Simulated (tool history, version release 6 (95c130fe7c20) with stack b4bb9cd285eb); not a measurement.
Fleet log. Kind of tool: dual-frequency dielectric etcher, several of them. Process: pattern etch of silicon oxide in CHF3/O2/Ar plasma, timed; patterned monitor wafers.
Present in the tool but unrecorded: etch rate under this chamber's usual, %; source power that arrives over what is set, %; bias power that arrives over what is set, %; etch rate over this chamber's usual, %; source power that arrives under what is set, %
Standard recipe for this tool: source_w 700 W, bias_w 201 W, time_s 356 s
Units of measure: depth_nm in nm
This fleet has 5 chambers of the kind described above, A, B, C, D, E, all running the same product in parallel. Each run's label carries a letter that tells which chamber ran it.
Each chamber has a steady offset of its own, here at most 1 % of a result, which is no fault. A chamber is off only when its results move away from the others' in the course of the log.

run	hour	source_w	bias_w	time_s	hours since the last wet clean	hours since the last source power generator calibration	hours since the last bias power generator calibration	read-back reference wafer on the same gauge, depth_nm	depth_nm
1E	14.7	700	201	356	419.8	2528.4	1425.1	822.96	771.03
2A	24	700	201	356	31.8	1509.8	2099	822.94	778.05
3D	37	700	201	356	198.2	2652.9	3141.6	822.96	778.95
# hour 39.5: chamber E: source power generator calibrated
4B	51.7	700	201	356	531.7	2962.4	287.7	822.87	770.48
# hour 54.2: chamber B: wet clean of the chamber
5C	64	700	201	356	100.3	688.9	1290.3	823.2	775.42
6B	72.4	700	201	356	18.3	2983.1	308.4	823.24	772.04
7E	86.6	700	201	356	491.7	47.2	1497	823.38	769.07
8D	100.6	700	201	356	261.8	2716.5	3205.2	822.8	783.2
9A	113.9	700	201	356	121.7	1599.7	2188.9	823.31	778.12
10C	125.3	800	201	356	161.6	750.2	1351.6	822.64	816.39
11B	133.4	800	201	356	79.3	3044.1	369.4	823.15	807.65
12A	142.4	800	201	356	150.2	1628.2	2217.4	823.35	817.95
13E	154.3	800	201	356	559.4	114.9	1564.7	823.03	815.7
14C	161.1	800	201	356	197.4	786	1387.4	822.99	818.99
15D	174.1	700	201	356	335.3	2790	3278.7	822.41	778.91
16D	182.4	700	201	356	343.6	2798.3	3287	823.45	783.95
# hour 193.8: chamber D: wet clean of the chamber
17A	195.2	700	201	356	203	1681	2270.2	822.73	777.11
# hour 205: chamber E: wet clean of the chamber
18B	209.9	700	201	356	155.8	3120.6	445.9	822.88	771.68
19C	221.3	700	201	356	257.6	846.2	1447.6	822.71	779.65
# hour 226.3: chamber B: source power generator calibrated
20E	228.9	700	201	356	23.9	189.5	1639.3	823	769.91
21E	239	700	201	356	34	199.6	1649.4	823.15	772.2
22D	247.5	700	232	435.5	53.8	2863.4	3352.1	823.28	1006.4
23A	261.9	700	232	435.5	269.7	1747.7	2336.9	823.91	996.35
24C	268.7	700	232	435.5	305	893.6	1495	823.16	1000.7
25B	281.8	700	232	435.5	227.7	55.5	517.8	822.54	992.76
26B	291.3	700	232	435.5	237.2	65	527.3	822.97	988.98
27C	302.9	700	201	356	339.2	927.8	1529.2	822.75	776.83
28D	311.6	700	201	356	117.9	2927.5	3416.2	822.65	782.93
29A	320.6	700	201	356	328.4	1806.4	2395.6	822.89	777.28
30E	335.3	700	201	356	130.3	295.9	1745.7	823	769.03
# hour 344.5: chamber C: wet clean of the chamber
31E	349.1	870	217	356	144.1	309.7	1759.5	823.57	858.54
32B	361.2	870	217	356	307.1	134.9	597.2	823.49	857.61
33C	368.8	870	217	356	24.4	993.7	1595.1	823.36	866.59
34A	378.2	870	217	356	386	1864	2453.2	822.94	866
35D	391.9	870	217	356	198.2	3007.8	3496.5	823.06	871.45
36B	402.7	700	201	356	348.6	176.4	638.7	822.83	773.37
37D	417.1	700	201	356	223.4	3033	3521.7	822.35	779.71
38A	432.1	700	201	356	439.9	1917.9	2507.1	822.54	778.66
39E	440.9	700	201	356	235.9	401.5	1851.3	823.13	773.54
40C	451.5	700	201	356	107.1	1076.4	1677.8	823.3	776.92
41B	461.6	700	201	356	407.5	235.3	697.6	823.01	772.98
42A	471.2	700	201	356	479	1957	2546.2	823.03	776.05

Does one chamber stand apart from the rest, does the shared gauge drift, or is all well apart from small per-chamber offsets? Give the chamber and the most likely cause, where there is one.

All chambers stay in line apart from their small fixed offsets, and the gauge does not drift.
